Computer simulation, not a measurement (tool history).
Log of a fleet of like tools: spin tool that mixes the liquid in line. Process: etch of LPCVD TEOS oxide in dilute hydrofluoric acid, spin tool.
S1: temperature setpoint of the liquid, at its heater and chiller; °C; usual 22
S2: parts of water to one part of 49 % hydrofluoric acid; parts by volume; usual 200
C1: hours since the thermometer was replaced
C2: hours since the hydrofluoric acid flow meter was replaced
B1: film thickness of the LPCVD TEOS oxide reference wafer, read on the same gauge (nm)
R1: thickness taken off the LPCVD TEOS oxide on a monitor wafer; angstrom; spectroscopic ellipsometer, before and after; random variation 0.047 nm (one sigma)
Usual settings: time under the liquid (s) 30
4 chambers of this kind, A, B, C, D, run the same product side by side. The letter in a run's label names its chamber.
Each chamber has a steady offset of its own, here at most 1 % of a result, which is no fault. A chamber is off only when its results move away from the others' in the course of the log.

{"run": "1C", "hour": 2.9, "S1": 22, "S2": 200, "time under the liquid (s)": 30, "C1": 29.8, "C2": 52.9, "B1": 120.0, "R1": 69.29}
{"run": "2A", "hour": 6.5, "S1": 22, "S2": 200, "time under the liquid (s)": 30, "C1": 329.6, "C2": 108.1, "B1": 120.02, "R1": 69.05}
{"run": "3B", "hour": 9.9, "S1": 22, "S2": 200, "time under the liquid (s)": 30, "C1": 736.1, "C2": 646.9, "B1": 120.02, "R1": 69.231}
{"run": "4D", "hour": 13.6, "S1": 22, "S2": 200, "time under the liquid (s)": 30, "C1": 211.4, "C2": 576.6, "B1": 120.03, "R1": 70.593}
{"run": "5C", "hour": 17.9, "S1": 22, "S2": 200, "time under the liquid (s)": 30, "C1": 44.8, "C2": 67.9, "B1": 120.0, "R1": 69.945}
{"run": "6B", "hour": 22.8, "S1": 18, "S2": 200, "time under the liquid (s)": 30, "C1": 749.0, "C2": 659.8, "B1": 119.99, "R1": 59.212}
{"run": "7D", "hour": 28.2, "S1": 18, "S2": 200, "time under the liquid (s)": 30, "C1": 226.0, "C2": 591.2, "B1": 120.04, "R1": 59.691}
{"run": "8A", "hour": 33.0, "S1": 18, "S2": 200, "time under the liquid (s)": 30, "C1": 356.1, "C2": 134.6, "B1": 119.99, "R1": 59.734}
{"run": "9A", "hour": 38.5, "S1": 18, "S2": 200, "time under the liquid (s)": 30, "C1": 361.6, "C2": 140.1, "B1": 119.99, "R1": 59.815}
{"run": "10B", "hour": 42.4, "S1": 22, "S2": 200, "time under the liquid (s)": 30, "C1": 768.6, "C2": 679.4, "B1": 120.01, "R1": 69.434}
{"run": "11D", "hour": 46.9, "S1": 22, "S2": 200, "time under the liquid (s)": 30, "C1": 244.7, "C2": 609.9, "B1": 120.01, "R1": 69.747}
{"run": "12C", "hour": 50.4, "S1": 22, "S2": 200, "time under the liquid (s)": 20, "C1": 77.3, "C2": 100.4, "B1": 120.02, "R1": 46.502}
{"run": "13B", "hour": 54.8, "S1": 22, "S2": 200, "time under the liquid (s)": 20, "C1": 781.0, "C2": 691.8, "B1": 120.02, "R1": 46.468}
{"run": "14D", "hour": 60.1, "S1": 22, "S2": 200, "time under the liquid (s)": 20, "C1": 257.9, "C2": 623.1, "B1": 119.99, "R1": 46.278}
{"run": "15C", "hour": 65.7, "S1": 22, "S2": 200, "time under the liquid (s)": 20, "C1": 92.6, "C2": 115.7, "B1": 119.98, "R1": 46.241}
{"run": "16A", "hour": 69.9, "S1": 22, "S2": 200, "time under the liquid (s)": 30, "C1": 393.0, "C2": 171.5, "B1": 119.99, "R1": 69.908}
{"run": "17A", "hour": 73.2, "S1": 22, "S2": 200, "time under the liquid (s)": 30, "C1": 396.3, "C2": 174.8, "B1": 119.99, "R1": 71.176}
{"run": "18B", "hour": 76.5, "S1": 22, "S2": 200, "time under the liquid (s)": 30, "C1": 802.7, "C2": 713.5, "B1": 120.01, "R1": 69.69}
{"run": "19D", "hour": 80.1, "S1": 22, "S2": 200, "time under the liquid (s)": 25, "C1": 277.9, "C2": 643.1, "B1": 120.03, "R1": 58.181}
{"run": "20C", "hour": 82.8, "S1": 22, "S2": 200, "time under the liquid (s)": 25, "C1": 109.7, "C2": 132.8, "B1": 120.02, "R1": 58.085}
{"run": "21B", "hour": 86.7, "S1": 22, "S2": 200, "time under the liquid (s)": 25, "C1": 812.9, "C2": 723.7, "B1": 120.01, "R1": 57.755}
{"run": "22A", "hour": 89.8, "S1": 22, "S2": 200, "time under the liquid (s)": 25, "C1": 412.9, "C2": 191.4, "B1": 119.99, "R1": 59.582}
{"run": "23D", "hour": 94.4, "S1": 22, "S2": 200, "time under the liquid (s)": 30, "C1": 292.2, "C2": 657.4, "B1": 119.93, "R1": 70.749}
{"run": "24C", "hour": 98.8, "S1": 22, "S2": 200, "time under the liquid (s)": 30, "C1": 125.7, "C2": 148.8, "B1": 119.99, "R1": 69.677}
{"run": "25D", "hour": 103.1, "S1": 22, "S2": 160, "time under the liquid (s)": 30, "C1": 300.9, "C2": 666.1, "B1": 120.01, "R1": 91.437}
{"run": "26C", "hour": 108.6, "S1": 22, "S2": 160, "time under the liquid (s)": 30, "C1": 135.5, "C2": 158.6, "B1": 120.01, "R1": 90.008}
{"run": "27B", "hour": 111.9, "S1": 22, "S2": 160, "time under the liquid (s)": 30, "C1": 838.1, "C2": 748.9, "B1": 120.01, "R1": 90.052}
{"run": "28A", "hour": 115.9, "S1": 22, "S2": 160, "time under the liquid (s)": 30, "C1": 439.0, "C2": 217.5, "B1": 120.04, "R1": 95.268}
{"run": "29D", "hour": 120.6, "S1": 22, "S2": 200, "time under the liquid (s)": 30, "C1": 318.4, "C2": 683.6, "B1": 119.99, "R1": 69.791}
{"run": "30B", "hour": 123.3, "S1": 22, "S2": 200, "time under the liquid (s)": 30, "C1": 849.5, "C2": 760.3, "B1": 119.99, "R1": 69.472}
{"run": "31C", "hour": 126.2, "S1": 22, "S2": 200, "time under the liquid (s)": 30, "C1": 153.1, "C2": 176.2, "B1": 120.01, "R1": 70.11}
{"run": "32A", "hour": 129.1, "S1": 22, "S2": 200, "time under the liquid (s)": 30, "C1": 452.2, "C2": 230.7, "B1": 119.98, "R1": 74.175}
{"run": "33C", "hour": 132.1, "S1": 22, "S2": 200, "time under the liquid (s)": 30, "C1": 159.0, "C2": 182.1, "B1": 120.01, "R1": 69.331}
{"run": "34D", "hour": 135.9, "S1": 22, "S2": 200, "time under the liquid (s)": 30, "C1": 333.7, "C2": 698.9, "B1": 120.01, "R1": 69.311}
{"run": "35B", "hour": 139.1, "S1": 22, "S2": 200, "time under the liquid (s)": 15, "C1": 865.3, "C2": 776.1, "B1": 119.97, "R1": 34.692}
{"run": "36A", "hour": 144.6, "S1": 22, "S2": 200, "time under the liquid (s)": 15, "C1": 467.7, "C2": 246.2, "B1": 120.03, "R1": 37.162}
{"run": "37B", "hour": 150.1, "S1": 22, "S2": 200, "time under the liquid (s)": 15, "C1": 876.3, "C2": 787.1, "B1": 120.03, "R1": 35.389}
{"run": "38A", "hour": 154.1, "S1": 22, "S2": 200, "time under the liquid (s)": 15, "C1": 477.2, "C2": 255.7, "B1": 120.01, "R1": 37.074}
{"run": "39D", "hour": 159.1, "S1": 22, "S2": 200, "time under the liquid (s)": 30, "C1": 356.9, "C2": 722.1, "B1": 120.0, "R1": 70.289}
{"run": "40C", "hour": 164.4, "S1": 22, "S2": 200, "time under the liquid (s)": 30, "C1": 191.3, "C2": 214.4, "B1": 120.0, "R1": 69.522}
{"run": "41B", "hour": 169.4, "S1": 22, "S2": 200, "time under the liquid (s)": 30, "C1": 895.6, "C2": 806.4, "B1": 120.02, "R1": 69.589}

Is one chamber off against the others, does the gauge drift, or is nothing wrong? If a chamber is off, say which, and what the likeliest cause is.

Chamber A drifts away from the others.
Cause: liquid hotter than its thermometer reads (K) = 2.31.
The log may not tell that from: hydrofluoric acid flow above the setpoint (%).

Here are 4 candidates for chamber A's next run, each the usual settings with a change, their results left as question marks. Which one brings its results back in line with what the others give on the usual settings?
In line means no further than this from the other chambers' mean on the usual settings: R1 1.700 angstrom
{"run": "42A-1", "hour": 173.5, "S1": 22, "S2": 175, "time under the liquid (s)": 30, "R1": "?"}
{"run": "42A-2", "hour": 173.5, "S1": 22, "S2": 230, "time under the liquid (s)": 30, "R1": "?"}
{"run": "42A-3", "hour": 173.5, "S1": 20, "S2": 200, "time under the liquid (s)": 30, "R1": "?"}
{"run": "42A-4", "hour": 173.5, "S1": 24, "S2": 200, "time under the liquid (s)": 30, "R1": "?"}

The other chambers' mean on the usual settings: R1 69.693 angstrom
run=42A-1 R1=88.931
run=42A-2 R1=63.491
run=42A-3 R1=70.145
run=42A-4 R1=81.250
42A-3 brings the chamber back in line.

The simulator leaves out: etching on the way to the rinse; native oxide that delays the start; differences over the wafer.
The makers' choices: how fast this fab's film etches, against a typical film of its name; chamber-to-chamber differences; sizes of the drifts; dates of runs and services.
